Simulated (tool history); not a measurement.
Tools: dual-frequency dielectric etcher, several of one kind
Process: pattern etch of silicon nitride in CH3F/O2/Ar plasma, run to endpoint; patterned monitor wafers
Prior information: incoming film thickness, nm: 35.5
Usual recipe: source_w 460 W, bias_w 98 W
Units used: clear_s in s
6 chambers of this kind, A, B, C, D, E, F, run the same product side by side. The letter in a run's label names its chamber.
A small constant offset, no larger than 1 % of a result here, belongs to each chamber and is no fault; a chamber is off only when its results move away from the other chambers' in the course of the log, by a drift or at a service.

run	hour	source_w	bias_w	hours since the last wet clean	hours since the last source power generator calibration	hours since the last bias power generator calibration	clear_s
1A	3.8	460	98	184.6	2110.4	211.4	43.225
2F	7.4	460	98	368.0	822.5	4115.3	43.929
3B	9.7	460	98	464.0	1384.9	1324.6	43.750
4E	13.9	460	98	93.5	2529.6	628.7	43.962
5D	16.6	460	87	314.5	4296.5	3676.4	45.412
6C	21.0	460	87	91.0	1867.5	716.3	45.283
7D	23.7	460	87	321.6	4303.6	3683.5	45.650
8F	28.4	460	87	389.0	843.5	4136.3	46.143
9C	30.9	460	87	100.9	1877.4	726.2	45.392
10A	35.8	460	87	216.6	2142.4	243.4	45.665
11E	38.9	460	98	118.5	2554.6	653.7	43.124
# hour 42.3: chamber F: wet clean of the chamber
12B	43.0	460	98	497.3	1418.2	1357.9	43.357
13A	46.8	460	98	227.6	2153.4	254.4	43.322
14B	51.6	460	98	505.9	1426.8	1366.5	43.631
15C	55.7	460	98	125.7	1902.2	751.0	43.557
16F	58.2	460	98	15.9	873.3	4166.1	43.643
17E	61.6	460	98	141.2	2577.3	676.4	43.082
18D	65.4	460	98	363.3	4345.3	3725.2	43.239
19F	68.5	460	98	26.2	883.6	4176.4	44.207
20A	72.4	460	98	253.2	2179.0	280.0	43.353
21E	76.8	460	98	156.4	2592.5	691.6	43.240
22D	79.5	460	98	377.4	4359.4	3739.3	43.530
23B	83.5	460	98	537.8	1458.7	1398.4	43.570
24C	86.4	460	98	156.4	1932.9	781.7	43.380
25E	90.0	460	98	169.6	2605.7	704.8	43.249
26C	94.8	460	98	164.8	1941.3	790.1	43.220
27D	98.8	460	98	396.7	4378.7	3758.6	43.257
28B	102.4	460	98	556.7	1477.6	1417.3	43.637
29A	104.7	460	98	285.5	2211.3	312.3	43.641
30F	107.5	460	98	65.2	922.6	4215.4	43.856
31A	110.3	460	98	291.1	2216.9	317.9	43.404
32F	113.7	460	98	71.4	928.8	4221.6	43.964
33C	116.6	460	98	186.6	1963.1	811.9	43.556
34D	119.2	460	98	417.1	4399.1	3779.0	43.329
35E	123.9	460	98	203.5	2639.6	738.7	43.551
36B	126.5	460	98	580.8	1501.7	1441.4	44.206
37E	129.9	460	98	209.5	2645.6	744.7	43.425

Which is it: a chamber that has drifted or been left off by a service, a gauge drift common to all chambers, or only each chamber's usual small offset? If a chamber is off, name it and its likeliest cause.

Neither any chamber nor the gauge drifts; the chambers differ only by their own small, steady offsets.

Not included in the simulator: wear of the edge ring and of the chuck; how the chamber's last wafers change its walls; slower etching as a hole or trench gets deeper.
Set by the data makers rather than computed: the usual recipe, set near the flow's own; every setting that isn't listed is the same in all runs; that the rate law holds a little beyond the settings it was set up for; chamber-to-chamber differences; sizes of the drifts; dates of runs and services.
